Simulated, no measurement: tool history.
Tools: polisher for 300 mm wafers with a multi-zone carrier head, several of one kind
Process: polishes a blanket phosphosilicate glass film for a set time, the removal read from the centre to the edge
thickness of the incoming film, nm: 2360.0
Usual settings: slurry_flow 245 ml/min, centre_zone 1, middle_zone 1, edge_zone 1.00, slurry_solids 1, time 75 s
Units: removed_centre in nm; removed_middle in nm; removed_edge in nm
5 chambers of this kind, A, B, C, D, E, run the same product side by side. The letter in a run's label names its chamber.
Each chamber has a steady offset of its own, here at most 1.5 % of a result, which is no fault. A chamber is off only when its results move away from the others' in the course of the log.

run	hour	slurry_flow	centre_zone	middle_zone	edge_zone	slurry_solids	time	removed_centre	removed_middle	removed_edge
# hour 14.5: chamber E: worn pad replaced by a new one
1C	15.4	245	1	1	1.00	1	75	608.70	590.03	600.64
2D	26.5	245	1	1	1.00	1	75	617.72	622.53	616.46
3A	36.1	245	1	1	1.00	1	75	608.21	607.19	604.19
# hour 39.6: chamber D: edge zone pressure recalibrated
# hour 43.5: chamber B: worn pad replaced by a new one
# hour 49.4: chamber D: centre zone pressure recalibrated
4B	50.6	245	1	1	1.00	1	75	598.14	608.22	617.05
# hour 56.9: chamber C: worn pad replaced by a new one
5E	65.4	245	1	1	1.00	1	75	606.58	615.83	615.69
6E	79.7	245	1	1	1.00	1	75	610.91	609.57	621.67
# hour 82.1: chamber A: worn pad replaced by a new one
# hour 82.5: chamber D: worn pad replaced by a new one
# hour 89.9: chamber D: slurry nozzle cleaned
7C	94.8	245	1	1	1.00	1	75	611.83	600.20	616.26
# hour 102.9: chamber E: slurry nozzle cleaned
# hour 103.1: chamber B: centre zone pressure recalibrated
# hour 108.1: chamber A: centre zone pressure recalibrated
8A	109.6	245	1	1	1.00	1	75	618.36	601.60	603.67
# hour 121.3: chamber E: worn pad replaced by a new one
9D	121.5	245	1	1	1.00	1	75	603.69	615.58	598.31
# hour 131.1: chamber B: worn pad replaced by a new one
10B	134.7	245	1	1	1.00	1	75	599.54	598.39	617.62
# hour 135.8: chamber C: worn pad replaced by a new one
# hour 140.2: chamber B: edge zone pressure recalibrated
11E	141.7	245	1	1	1.00	1	75	616.56	615.09	607.34
12D	156.7	245	1	1	1.00	1	75	613.12	633.05	623.56
13A	163.9	245	1	1	0.89	1	64	527.12	526.87	486.10
# hour 175.8: chamber D: worn pad replaced by a new one
14B	179.2	245	1	1	0.89	1	64	516.31	505.71	486.88
# hour 185.8: chamber C: edge zone pressure recalibrated
15C	187.3	245	1	1	0.89	1	64	517.73	522.08	491.11
# hour 193.3: chamber A: worn pad replaced by a new one
16D	200.3	245	1	1	0.89	1	64	522.69	526.10	501.15
17B	208.8	245	1	1	0.89	1	64	512.68	520.87	496.96
# hour 211.1: chamber C: worn pad replaced by a new one
18E	218.2	245	1	1	1.00	1	75	613.98	609.25	622.30
19C	228.4	245	1	1	1.00	1	75	611.22	613.22	599.50
# hour 236.8: chamber B: worn pad replaced by a new one
20A	242.3	245	1	1	1.00	1	75	616.75	602.40	617.03
# hour 243.5: chamber E: worn pad replaced by a new one
21E	253.3	245	1	1	1.00	1	75	617.65	620.13	609.63
# hour 263.5: chamber D: worn pad replaced by a new one
22D	265.2	245	1	1	1.00	1	75	612.62	629.97	618.96
# hour 269.7: chamber D: slurry nozzle cleaned
23A	280.1	245	1	1	1.00	1	75	600.38	611.92	605.19
# hour 283.6: chamber A: worn pad replaced by a new one
# hour 289.1: chamber C: worn pad replaced by a new one
# hour 295.0: chamber A: edge zone pressure recalibrated
24C	295.6	245	1	1	1.00	1	75	612.09	617.80	605.56
# hour 296.6: chamber A: slurry nozzle cleaned
25B	310.3	245	1	1	1.00	1	75	607.98	605.07	606.92
26D	320.1	245	1	1	1.05	1	75	629.51	621.82	626.75
27E	335.4	245	1	1	1.05	1	75	613.37	628.82	625.04
# hour 345.4: chamber B: worn pad replaced by a new one
28B	349.7	245	1	1	1.05	1	75	605.21	603.42	633.59
29A	359.8	245	1	1	1.05	1	75	612.46	607.95	630.91
# hour 365.0: chamber C: worn pad replaced by a new one
30C	368.1	245	1	1	1.05	1	75	599.17	624.89	622.54

All 5 chambers run these settings next. Forecast each chamber's results:
31A	379.5	245	1	1	1.00	1	75	?	?	?
31B	379.5	245	1	1	1.00	1	75	?	?	?
31C	379.5	245	1	1	1.00	1	75	?	?	?
31D	379.5	245	1	1	1.00	1	75	?	?	?
31E	379.5	245	1	1	1.00	1	75	?	?	?

run	removed_centre	removed_middle	removed_edge
31A	612.85	603.06	596.90
31B	602.65	610.60	621.85
31C	604.71	610.03	627.09
31D	614.58	624.98	602.37
31E	624.29	611.38	613.77
